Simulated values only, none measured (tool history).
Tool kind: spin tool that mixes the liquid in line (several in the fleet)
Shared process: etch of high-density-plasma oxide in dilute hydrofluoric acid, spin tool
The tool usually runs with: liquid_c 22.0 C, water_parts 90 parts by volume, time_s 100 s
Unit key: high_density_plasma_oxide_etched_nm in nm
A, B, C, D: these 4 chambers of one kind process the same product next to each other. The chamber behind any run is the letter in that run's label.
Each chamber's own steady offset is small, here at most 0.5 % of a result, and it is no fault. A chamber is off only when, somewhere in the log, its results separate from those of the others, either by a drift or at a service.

run   hour  liquid_c  water_parts  time_s  hours since the thermometer was replaced  hours since the hydrofluoric acid flow meter was replaced  read-back film thickness of the high-density-plasma oxide reference wafer, read on the same gauge (nm)  high_density_plasma_oxide_etched_nm
 1D    5.1      22.0           90     100                                    1212.4                                                      869.4                                                                                                  90.006                               5.3485
 2B    8.0      22.0           90     100                                    1523.2                                                      338.1                                                                                                  90.052                               5.3270
 3C   11.6      22.0           90     100                                     442.8                                                      585.9                                                                                                  90.025                               5.3199
 4A   16.3      22.0           90     100                                     933.8                                                      225.8                                                                                                  89.995                               5.3447
 5C   20.2      22.0           90     100                                     451.4                                                      594.5                                                                                                  89.988                               5.3886
 6D   23.4      22.0           90     100                                    1230.7                                                      887.7                                                                                                  89.988                               5.2838
 7A   29.4      22.0           90     100                                     946.9                                                      238.9                                                                                                  90.012                               5.2433
 8B   32.3      22.0           90     100                                    1547.5                                                      362.4                                                                                                  89.989                               5.4074
 9B   36.3      22.0           90     100                                    1551.5                                                      366.4                                                                                                  90.038                               5.3896
10D   41.2      22.0           90     100                                    1248.5                                                      905.5                                                                                                  90.003                               5.3011
11C   45.2      22.0           90     100                                     476.4                                                      619.5                                                                                                  90.025                               5.3149
12A   50.9      22.0           90     100                                     968.4                                                      260.4                                                                                                  89.962                               5.3223
13C   55.6      22.0           90     100                                     486.8                                                      629.9                                                                                                  90.016                               5.3001
14B   59.7      22.0           90     100                                    1574.9                                                      389.8                                                                                                  90.001                               5.3162
15A   62.9      22.0           90     100                                     980.4                                                      272.4                                                                                                  89.999                               5.2929
16D   66.3      22.0           90     100                                    1273.6                                                      930.6                                                                                                  89.983                               5.3858
      67.9  -- chamber C: hydrofluoric acid flow meter replaced
17B   69.1      22.0           90     100                                    1584.3                                                      399.2                                                                                                  89.994                               5.3162
18A   74.4      22.0           90     100                                     991.9                                                      283.9                                                                                                  89.991                               5.2912
19D   79.5      24.5          120     100                                    1286.8                                                      943.8                                                                                                  90.013                               4.3348
20C   82.7      24.5          120     100                                     513.9                                                       14.9                                                                                                  90.012                               4.2288
21C   88.7      24.5          120     100                                     519.9                                                       20.9                                                                                                  90.037                               4.2556
22D   93.5      24.5          120     100                                    1300.8                                                      957.8                                                                                                  90.004                               4.3581
23A   97.6      24.5           90     100                                    1015.1                                                      307.1                                                                                                  90.013                               5.8414
24B  102.4      24.5           90     100                                    1617.6                                                      432.5                                                                                                  90.009                               5.9563
25C  107.8      24.5           90     100                                     539.0                                                       40.0                                                                                                  90.018                               5.7971
26D  110.7      24.5           90     100                                    1318.0                                                      975.0                                                                                                  90.033                               6.0697
27A  115.9      22.0           90     100                                    1033.4                                                      325.4                                                                                                  89.998                               5.3023
28B  121.9      22.0           90     100                                    1637.1                                                      452.0                                                                                                  90.011                               5.4251
29D  126.8      22.0           90     100                                    1334.1                                                      991.1                                                                                                  89.990                               5.5263
30A  132.1      22.0           90     100                                    1049.6                                                      341.6                                                                                                  89.999                               5.3177
31B  135.9      22.0           90     100                                    1651.1                                                      466.0                                                                                                  89.985                               5.3213
32C  142.0      22.0           90     135                                     573.2                                                       74.2                                                                                                  89.992                               7.1715
33C  145.3      22.0           90     135                                     576.5                                                       77.5                                                                                                  90.024                               7.1772
34B  151.6      22.0           90     135                                    1666.8                                                      481.7                                                                                                  89.989                               7.0875
35A  155.0      22.0           90     135                                    1072.5                                                      364.5                                                                                                  90.005                               7.0938
36D  159.1      22.0           90      60                                    1366.4                                                     1023.4                                                                                                  89.981                               3.3541
37B  163.5      22.0           90      60                                    1678.7                                                      493.6                                                                                                  90.033                               3.2050
38D  167.5      22.0           90      60                                    1374.8                                                     1031.8                                                                                                  90.006                               3.4039
39A  171.8      22.0           90      60                                    1089.3                                                      381.3                                                                                                  89.990                               3.1917
40C  175.1      22.0           90     100                                     606.3                                                      107.3                                                                                                  89.989                               5.2720
41A  178.2      17.5           90      70                                    1095.7                                                      387.7                                                                                                  90.039                               3.0345
42C  183.3      17.5           90      70                                     614.5                                                      115.5                                                                                                  89.994                               3.0487
43D  186.9      17.5           90      70                                    1394.2                                                     1051.2                                                                                                  89.986                               3.3134

Decide between three cases: one chamber stands off from its peers, the gauge reading all wafers drifts, or nothing is wrong past each chamber's small offset. Where a chamber is off, say which and what most likely put it there.

One chamber, D, drifts off from the rest bit by bit.
What lies behind it: hydrofluoric acid flow above the setpoint (%) = 7.15.
With only this log, it may be confused with: liquid hotter than its thermometer reads (K).

Chamber D could run next with any of the 4 candidate recipes listed below; each alters the usual settings, and their results appear as question marks. Which one brings its results back in line with what the other chambers deliver on the usual settings?
In line means no further than this from the other chambers' mean on the usual settings: high_density_plasma_oxide_etched_nm 0.1500 nm
44D-1  191.6      25.0           90     100                                                                                                                                                                                                                                                 ?
44D-2  191.6      22.0           85     100                                                                                                                                                                                                                                                 ?
44D-3  191.6      20.0           90     100                                                                                                                                                                                                                                                 ?
44D-4  191.6      22.0          100     100                                                                                                                                                                                                                                                 ?

Average result of the remaining chambers running the usual settings: high_density_plasma_oxide_etched_nm 5.3053 nm
  run  high_density_plasma_oxide_etched_nm
44D-1                               6.4625
44D-2                               6.0831
44D-3                               5.2577
44D-4                               5.0930
It is 44D-3 that realigns the chamber with its peers.
